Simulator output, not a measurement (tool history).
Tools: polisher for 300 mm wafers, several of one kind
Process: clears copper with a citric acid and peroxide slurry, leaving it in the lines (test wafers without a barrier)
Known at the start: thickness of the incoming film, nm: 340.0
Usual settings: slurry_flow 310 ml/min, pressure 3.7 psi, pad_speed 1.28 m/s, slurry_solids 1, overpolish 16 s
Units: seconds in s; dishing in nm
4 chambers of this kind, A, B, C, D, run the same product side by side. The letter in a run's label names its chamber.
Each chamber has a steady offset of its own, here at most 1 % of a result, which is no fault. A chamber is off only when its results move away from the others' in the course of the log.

run 1A hour=6.5 | slurry_flow=310 pressure=3.7 pad_speed=1.28 slurry_solids=1 overpolish=16 | seconds=103.04 dishing=38.961
run 2C hour=13.4 | slurry_flow=310 pressure=3.7 pad_speed=1.28 slurry_solids=1 overpolish=16 | seconds=99.408 dishing=39.701
run 3B hour=20.6 | slurry_flow=310 pressure=3.7 pad_speed=1.28 slurry_solids=1 overpolish=16 | seconds=104.7 dishing=38.297
run 4D hour=31.2 | slurry_flow=310 pressure=3.7 pad_speed=1.28 slurry_solids=1 overpolish=16 | seconds=99.13 dishing=38.375
-- hour=36.5 chamber D: worn pad replaced by a new one
run 5D hour=37.9 | slurry_flow=310 pressure=3.7 pad_speed=1.28 slurry_solids=1 overpolish=16 | seconds=101.07 dishing=39.661
-- hour=40.7 chamber C: worn pad replaced by a new one
run 6C hour=49.2 | slurry_flow=310 pressure=3.7 pad_speed=1.28 slurry_solids=0.9 overpolish=16 | seconds=98.455 dishing=37.927
-- hour=50.8 chamber A: worn pad replaced by a new one
run 7B hour=59.8 | slurry_flow=310 pressure=3.7 pad_speed=1.28 slurry_solids=0.9 overpolish=16 | seconds=107.95 dishing=38.204
run 8A hour=65.7 | slurry_flow=310 pressure=3.7 pad_speed=1.28 slurry_solids=0.9 overpolish=16 | seconds=105.74 dishing=37.907
run 9A hour=73.2 | slurry_flow=310 pressure=3.7 pad_speed=1.28 slurry_solids=0.9 overpolish=16 | seconds=104.67 dishing=37.241
run 10B hour=83.3 | slurry_flow=310 pressure=3.7 pad_speed=1.28 slurry_solids=1 overpolish=16 | seconds=105.48 dishing=38.281
-- hour=89.5 chamber B: worn pad replaced by a new one
run 11D hour=95.7 | slurry_flow=310 pressure=3.7 pad_speed=1.28 slurry_solids=1 overpolish=16 | seconds=102.18 dishing=39.51
run 12C hour=105.7 | slurry_flow=310 pressure=3.7 pad_speed=1.28 slurry_solids=1 overpolish=24 | seconds=99.116 dishing=57.211
run 13A hour=116.2 | slurry_flow=310 pressure=3.7 pad_speed=1.28 slurry_solids=1 overpolish=24 | seconds=105.79 dishing=55.289
run 14C hour=128.7 | slurry_flow=310 pressure=3.7 pad_speed=1.28 slurry_solids=1 overpolish=24 | seconds=102.44 dishing=57.168
-- hour=129.2 chamber A: worn pad replaced by a new one
run 15D hour=135.6 | slurry_flow=310 pressure=3.7 pad_speed=1.28 slurry_solids=1 overpolish=24 | seconds=103.56 dishing=55.233
run 16B hour=141.6 | slurry_flow=310 pressure=3.7 pad_speed=1.28 slurry_solids=1 overpolish=16 | seconds=99.092 dishing=38.935
run 17A hour=152.4 | slurry_flow=310 pressure=3.7 pad_speed=1.28 slurry_solids=1 overpolish=16 | seconds=107.09 dishing=39.378
-- hour=153.8 chamber A: slurry nozzle cleaned
run 18C hour=159.6 | slurry_flow=310 pressure=3.7 pad_speed=1.28 slurry_solids=1 overpolish=16 | seconds=102.56 dishing=40.101
run 19D hour=171.4 | slurry_flow=310 pressure=3.7 pad_speed=1.28 slurry_solids=1 overpolish=16 | seconds=98.694 dishing=39.31
run 20B hour=177.4 | slurry_flow=310 pressure=3.7 pad_speed=1.28 slurry_solids=1 overpolish=16 | seconds=105.24 dishing=39.213
-- hour=179.2 chamber C: worn pad replaced by a new one
-- hour=180.1 chamber B: slurry blender recalibrated
-- hour=190.7 chamber A: worn pad replaced by a new one
run 21D hour=190.7 | slurry_flow=310 pressure=3.7 pad_speed=1.28 slurry_solids=1 overpolish=16 | seconds=100.96 dishing=38.217
run 22B hour=196.3 | slurry_flow=310 pressure=3.7 pad_speed=1.28 slurry_solids=1 overpolish=16 | seconds=105.21 dishing=38.263
-- hour=196.7 chamber D: worn pad replaced by a new one
-- hour=200 chamber A: head pressure recalibrated
run 23C hour=206.1 | slurry_flow=310 pressure=3.7 pad_speed=1.28 slurry_solids=1 overpolish=16 | seconds=100.35 dishing=39.752
-- hour=207.7 chamber B: slurry nozzle cleaned
run 24A hour=213.7 | slurry_flow=310 pressure=3.7 pad_speed=1.28 slurry_solids=1 overpolish=21 | seconds=115.97 dishing=45.6
-- hour=215.9 chamber A: slurry blender recalibrated
run 25D hour=221.1 | slurry_flow=310 pressure=3.7 pad_speed=1.28 slurry_solids=1 overpolish=21 | seconds=101.49 dishing=50.347
run 26A hour=228.2 | slurry_flow=310 pressure=3.7 pad_speed=1.28 slurry_solids=1 overpolish=21 | seconds=116.17 dishing=44.7
run 27B hour=234 | slurry_flow=310 pressure=3.7 pad_speed=1.28 slurry_solids=1 overpolish=21 | seconds=102.04 dishing=49.248
run 28C hour=242.9 | slurry_flow=310 pressure=3.2 pad_speed=1.28 slurry_solids=1.25 overpolish=16 | seconds=108.55 dishing=36.704
run 29D hour=248.6 | slurry_flow=310 pressure=3.2 pad_speed=1.28 slurry_solids=1.25 overpolish=16 | seconds=111.16 dishing=35.322
-- hour=253.3 chamber D: slurry blender recalibrated
run 30C hour=259.2 | slurry_flow=310 pressure=3.2 pad_speed=1.28 slurry_solids=1.25 overpolish=16 | seconds=106.06 dishing=36.293
-- hour=259.8 chamber B: worn pad replaced by a new one
-- hour=262.6 chamber A: worn pad replaced by a new one
run 31A hour=268.9 | slurry_flow=310 pressure=3.2 pad_speed=1.28 slurry_solids=1.25 overpolish=16 | seconds=123.86 dishing=31.794
run 32B hour=278.9 | slurry_flow=310 pressure=3.7 pad_speed=1.28 slurry_solids=1 overpolish=16 | seconds=102.83 dishing=38.398
run 33D hour=286.8 | slurry_flow=310 pressure=3.7 pad_speed=1.28 slurry_solids=1 overpolish=16 | seconds=100.01 dishing=37.953
run 34C hour=293.2 | slurry_flow=310 pressure=3.7 pad_speed=1.28 slurry_solids=1 overpolish=16 | seconds=100.95 dishing=40.193
run 35B hour=299.5 | slurry_flow=310 pressure=3.7 pad_speed=1.28 slurry_solids=1 overpolish=16 | seconds=102.27 dishing=38.135
run 36A hour=310.5 | slurry_flow=310 pressure=3.7 pad_speed=1.28 slurry_solids=1 overpolish=16 | seconds=112.53 dishing=34.933
run 37A hour=321.7 | slurry_flow=310 pressure=3.7 pad_speed=1.28 slurry_solids=1 overpolish=16 | seconds=114.05 dishing=34.626

Next, every chamber runs the same settings. What will each give?
run 38A hour=331.2 | slurry_flow=310 pressure=3.7 pad_speed=1.28 slurry_solids=1 overpolish=16 | seconds=? dishing=?
run 38B hour=331.2 | slurry_flow=310 pressure=3.7 pad_speed=1.28 slurry_solids=1 overpolish=16 | seconds=? dishing=?
run 38C hour=331.2 | slurry_flow=310 pressure=3.7 pad_speed=1.28 slurry_solids=1 overpolish=16 | seconds=? dishing=?
run 38D hour=331.2 | slurry_flow=310 pressure=3.7 pad_speed=1.28 slurry_solids=1 overpolish=16 | seconds=? dishing=?

run=38A seconds=117.25 dishing=35.163
run=38B seconds=102.79 dishing=38.194
run=38C seconds=101.6 dishing=39.947
run=38D seconds=105.35 dishing=39.115

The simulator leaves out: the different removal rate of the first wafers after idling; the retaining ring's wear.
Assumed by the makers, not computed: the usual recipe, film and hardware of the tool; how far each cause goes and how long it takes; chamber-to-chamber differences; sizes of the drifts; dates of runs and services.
